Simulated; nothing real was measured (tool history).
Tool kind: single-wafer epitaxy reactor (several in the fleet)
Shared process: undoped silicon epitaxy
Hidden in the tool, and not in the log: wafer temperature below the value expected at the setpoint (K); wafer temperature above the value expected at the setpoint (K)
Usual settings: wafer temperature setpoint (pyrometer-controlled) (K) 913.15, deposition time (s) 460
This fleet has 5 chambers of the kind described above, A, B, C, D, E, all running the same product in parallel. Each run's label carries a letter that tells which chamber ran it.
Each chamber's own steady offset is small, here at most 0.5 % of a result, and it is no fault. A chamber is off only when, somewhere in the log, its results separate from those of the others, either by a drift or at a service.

run   hour  wafer temperature setpoint (pyrometer-controlled) (K)  deposition time (s)  hours since the last pyrometer calibration  read-back reference wafer on the same gauge, thickness_nm  mean film thickness on the monitor wafer (Å)
 1B   10.6                                                 913.15                  460                                      2292.3                                                     66.811                                        619.87
 2C   21.1                                                 913.15                  460                                       656.1                                                     66.780                                        622.95
 3A   30.0                                                 913.15                  460                                      2332.7                                                     66.775                                        621.68
 4D   38.8                                                 913.15                  460                                       774.8                                                     66.851                                        621.90
 5E   49.9                                                 913.15                  460                                      1718.1                                                     66.818                                        619.72
 6B   56.4                                                 913.15                  460                                      2338.1                                                     66.848                                        619.96
 7D   63.8                                                 913.15                  460                                       799.8                                                     66.773                                        621.19
 8E   69.8                                                 913.15                  460                                      1738.0                                                     66.721                                        616.00
 9A   77.3                                                 913.15                  460                                      2380.0                                                     66.853                                        620.56
10C   89.3                                                 913.15                  460                                       724.3                                                     66.775                                        623.55
11A   99.8                                                 913.15                  460                                      2402.5                                                     66.882                                        625.45
12C  108.5                                                 913.15                  460                                       743.5                                                     66.806                                        617.11
13B  114.7                                                 901.15                  395                                      2396.4                                                     66.833                                        405.12
14D  126.3                                                 901.15                  395                                       862.3                                                     66.822                                        407.75
15E  137.1                                                 901.15                  395                                      1805.3                                                     66.818                                        406.26
16E  147.0                                                 901.15                  395                                      1815.2                                                     66.765                                        405.26
17B  154.6                                                 901.15                  395                                      2436.3                                                     66.780                                        407.72
18A  165.3                                                 913.15                  460                                      2468.0                                                     66.790                                        622.77
     169.3  -- chamber C: pyrometer calibrated
19C  175.1                                                 913.15                  460                                         5.9                                                     66.856                                        588.17
20D  186.9                                                 913.15                  460                                       922.9                                                     66.800                                        620.91
21D  194.4                                                 913.15                  460                                       930.4                                                     66.754                                        625.86
22A  201.0                                                 913.15                  460                                      2503.7                                                     66.797                                        619.51
23C  209.1                                                 923.15                  460                                        39.9                                                     66.860                                        732.50
     210.7  -- chamber A: pyrometer calibrated
24B  221.1                                                 923.15                  460                                      2502.8                                                     66.837                                        775.31
25E  230.9                                                 923.15                  460                                      1899.1                                                     66.822                                        772.11
26C  237.2                                                 923.15                  460                                        68.0                                                     66.823                                        731.51
27E  246.4                                                 923.15                  460                                      1914.6                                                     66.809                                        777.43
28D  257.1                                                 913.15                  460                                       993.1                                                     66.801                                        616.15
29B  266.2                                                 913.15                  460                                      2547.9                                                     66.775                                        615.45
30A  277.7                                                 913.15                  460                                        67.0                                                     66.870                                        623.90
31E  285.9                                                 913.15                  460                                      1954.1                                                     66.743                                        618.10
32B  292.4                                                 913.15                  460                                      2574.1                                                     66.789                                        620.24
33C  302.6                                                 913.15                  410                                       133.4                                                     66.840                                        524.03
     305.5  -- chamber B: pyrometer calibrated
34D  309.7                                                 913.15                  410                                      1045.7                                                     66.844                                        548.86
35A  320.9                                                 913.15                  410                                       110.2                                                     66.853                                        555.79
36D  332.6                                                 913.15                  410                                      1068.6                                                     66.752                                        551.63
37B  343.8                                                 913.15                  410                                        38.3                                                     66.741                                        552.55
38E  353.1                                                 913.15                  460                                      2021.3                                                     66.768                                        618.48
39A  361.7                                                 913.15                  460                                       151.0                                                     66.785                                        626.08
40C  369.1                                                 913.15                  460                                       199.9                                                     66.788                                        590.35
41A  376.7                                                 913.15                  460                                       166.0                                                     66.737                                        623.93
42D  384.4                                                 913.15                  460                                      1120.4                                                     66.845                                        622.67
43E  391.8                                                 913.15                  460                                      2060.0                                                     66.794                                        621.02
44B  400.0                                                 923.15                  460                                        94.5                                                     66.765                                        773.50

The same settings go to every chamber for the next run, one line per chamber below. Forecast the results for each:
45A  408.9                                                 913.15                  374                                                                                                                                                    ?
45B  408.9                                                 913.15                  374                                                                                                                                                    ?
45C  408.9                                                 913.15                  374                                                                                                                                                    ?
45D  408.9                                                 913.15                  374                                                                                                                                                    ?
45E  408.9                                                 913.15                  374                                                                                                                                                    ?

run  mean film thickness on the monitor wafer (Å)
45A                                        506.87
45B                                        503.02
45C                                        475.81
45D                                        504.49
45E                                        504.05
